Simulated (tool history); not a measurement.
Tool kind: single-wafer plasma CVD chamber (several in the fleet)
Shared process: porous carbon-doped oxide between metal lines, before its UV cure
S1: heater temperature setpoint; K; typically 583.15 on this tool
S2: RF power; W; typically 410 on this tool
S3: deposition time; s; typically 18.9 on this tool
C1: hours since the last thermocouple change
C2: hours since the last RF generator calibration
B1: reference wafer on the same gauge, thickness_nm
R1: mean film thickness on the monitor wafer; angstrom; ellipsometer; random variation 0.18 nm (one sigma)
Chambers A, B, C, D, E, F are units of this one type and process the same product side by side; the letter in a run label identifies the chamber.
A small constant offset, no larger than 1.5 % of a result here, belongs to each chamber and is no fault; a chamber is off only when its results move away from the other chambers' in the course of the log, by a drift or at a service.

run 1F day=0.304 | S1=583.15 S2=410 S3=18.9 | C1=752.4 C2=187.2 | B1=81.104 | R1=842.87
run 2B day=0.688 | S1=583.15 S2=410 S3=18.9 | C1=320.2 C2=332.8 | B1=81.125 | R1=851.82
run 3C day=0.908 | S1=583.15 S2=410 S3=18.9 | C1=559 C2=923.1 | B1=81.089 | R1=840.73
run 4A day=1.192 | S1=583.15 S2=410 S3=18.9 | C1=924.3 C2=942.8 | B1=81.144 | R1=839.58
run 5D day=1.45 | S1=569.15 S2=360 S3=18.9 | C1=1394.1 C2=178.1 | B1=81.074 | R1=829.09
run 6E day=1.833 | S1=569.15 S2=360 S3=18.9 | C1=132.4 C2=257.3 | B1=81.105 | R1=822.26
run 7B day=2.117 | S1=569.15 S2=360 S3=18.9 | C1=354.5 C2=367.1 | B1=81.036 | R1=826.71
run 8C day=2.508 | S1=569.15 S2=360 S3=18.9 | C1=597.4 C2=961.5 | B1=81.134 | R1=820.67
-- day=2.6 chamber C: RF generator calibrated
run 9E day=2.842 | S1=569.15 S2=360 S3=18.9 | C1=156.6 C2=281.5 | B1=81.116 | R1=824.08
run 10D day=3.162 | S1=569.15 S2=360 S3=18.9 | C1=1435.2 C2=219.2 | B1=81.082 | R1=828.87
run 11F day=3.408 | S1=583.15 S2=410 S3=18.9 | C1=826.9 C2=261.7 | B1=81.092 | R1=845.82
run 12A day=3.629 | S1=583.15 S2=410 S3=18.9 | C1=982.8 C2=1001.3 | B1=81.13 | R1=841.93
run 13C day=3.846 | S1=583.15 S2=410 S3=18.9 | C1=629.5 C2=29.9 | B1=81.081 | R1=838.48
run 14E day=4.1 | S1=583.15 S2=410 S3=18.9 | C1=186.8 C2=311.7 | B1=81.124 | R1=848.55
run 15B day=4.404 | S1=583.15 S2=410 S3=18.9 | C1=409.4 C2=422 | B1=81.119 | R1=847.32
run 16A day=4.725 | S1=583.15 S2=375 S3=18.9 | C1=1009.1 C2=1027.6 | B1=81.109 | R1=785.66
run 17F day=4.904 | S1=583.15 S2=375 S3=18.9 | C1=862.8 C2=297.6 | B1=81.069 | R1=787.98
run 18D day=5.275 | S1=583.15 S2=375 S3=18.9 | C1=1485.9 C2=269.9 | B1=81.124 | R1=796.73
run 19D day=5.525 | S1=583.15 S2=375 S3=18.9 | C1=1491.9 C2=275.9 | B1=81.09 | R1=795.32
run 20A day=5.838 | S1=583.15 S2=375 S3=18.9 | C1=1035.8 C2=1054.3 | B1=81.12 | R1=783.87
run 21C day=6.175 | S1=583.15 S2=375 S3=18.9 | C1=685.4 C2=85.8 | B1=81.099 | R1=780.45
run 22E day=6.521 | S1=583.15 S2=410 S3=18.9 | C1=244.9 C2=369.8 | B1=81.072 | R1=851.51
run 23F day=6.779 | S1=583.15 S2=410 S3=18.9 | C1=907.8 C2=342.6 | B1=81.143 | R1=843.95
run 24B day=7.042 | S1=583.15 S2=410 S3=18.9 | C1=472.7 C2=485.3 | B1=81.088 | R1=840.39
run 25D day=7.317 | S1=583.15 S2=410 S3=18.9 | C1=1534.9 C2=318.9 | B1=81.112 | R1=848.61
run 26F day=7.604 | S1=583.15 S2=410 S3=18.9 | C1=927.6 C2=362.4 | B1=81.066 | R1=845.36
run 27E day=7.842 | S1=583.15 S2=410 S3=18.9 | C1=276.6 C2=401.5 | B1=81.113 | R1=849.59
run 28C day=8.146 | S1=592.15 S2=450 S3=18.9 | C1=732.7 C2=133.1 | B1=81.086 | R1=858.63
run 29B day=8.358 | S1=592.15 S2=450 S3=18.9 | C1=504.3 C2=516.9 | B1=81.057 | R1=858
run 30A day=8.746 | S1=592.15 S2=450 S3=18.9 | C1=1105.6 C2=1124.1 | B1=81.078 | R1=864.4
run 31D day=9.029 | S1=592.15 S2=450 S3=18.9 | C1=1576 C2=360 | B1=81.129 | R1=870.81
run 32B day=9.267 | S1=592.15 S2=450 S3=18.9 | C1=526.1 C2=538.7 | B1=81.096 | R1=858.35
run 33A day=9.462 | S1=592.15 S2=450 S3=18.9 | C1=1122.8 C2=1141.3 | B1=81.143 | R1=866.98
run 34C day=9.833 | S1=583.15 S2=410 S3=18.9 | C1=773.2 C2=173.6 | B1=81.107 | R1=836.7
run 35F day=10.104 | S1=589.15 S2=465 S3=18.9 | C1=987.6 C2=422.4 | B1=81.095 | R1=898.77
run 36E day=10.367 | S1=589.15 S2=465 S3=18.9 | C1=337.2 C2=462.1 | B1=81.067 | R1=906.69
run 37B day=10.592 | S1=589.15 S2=465 S3=18.9 | C1=557.9 C2=570.5 | B1=81.045 | R1=890.11

Next, every chamber runs the same settings. What will each give?
run 38A day=10.875 | S1=583.15 S2=410 S3=18.9 | R1=?
run 38B day=10.875 | S1=583.15 S2=410 S3=18.9 | R1=?
run 38C day=10.875 | S1=583.15 S2=410 S3=18.9 | R1=?
run 38D day=10.875 | S1=583.15 S2=410 S3=18.9 | R1=?
run 38E day=10.875 | S1=583.15 S2=410 S3=18.9 | R1=?
run 38F day=10.875 | S1=583.15 S2=410 S3=18.9 | R1=?

run=38A R1=839.04
run=38B R1=829.76
run=38C R1=837.48
run=38D R1=851.14
run=38E R1=848.28
run=38F R1=843.24

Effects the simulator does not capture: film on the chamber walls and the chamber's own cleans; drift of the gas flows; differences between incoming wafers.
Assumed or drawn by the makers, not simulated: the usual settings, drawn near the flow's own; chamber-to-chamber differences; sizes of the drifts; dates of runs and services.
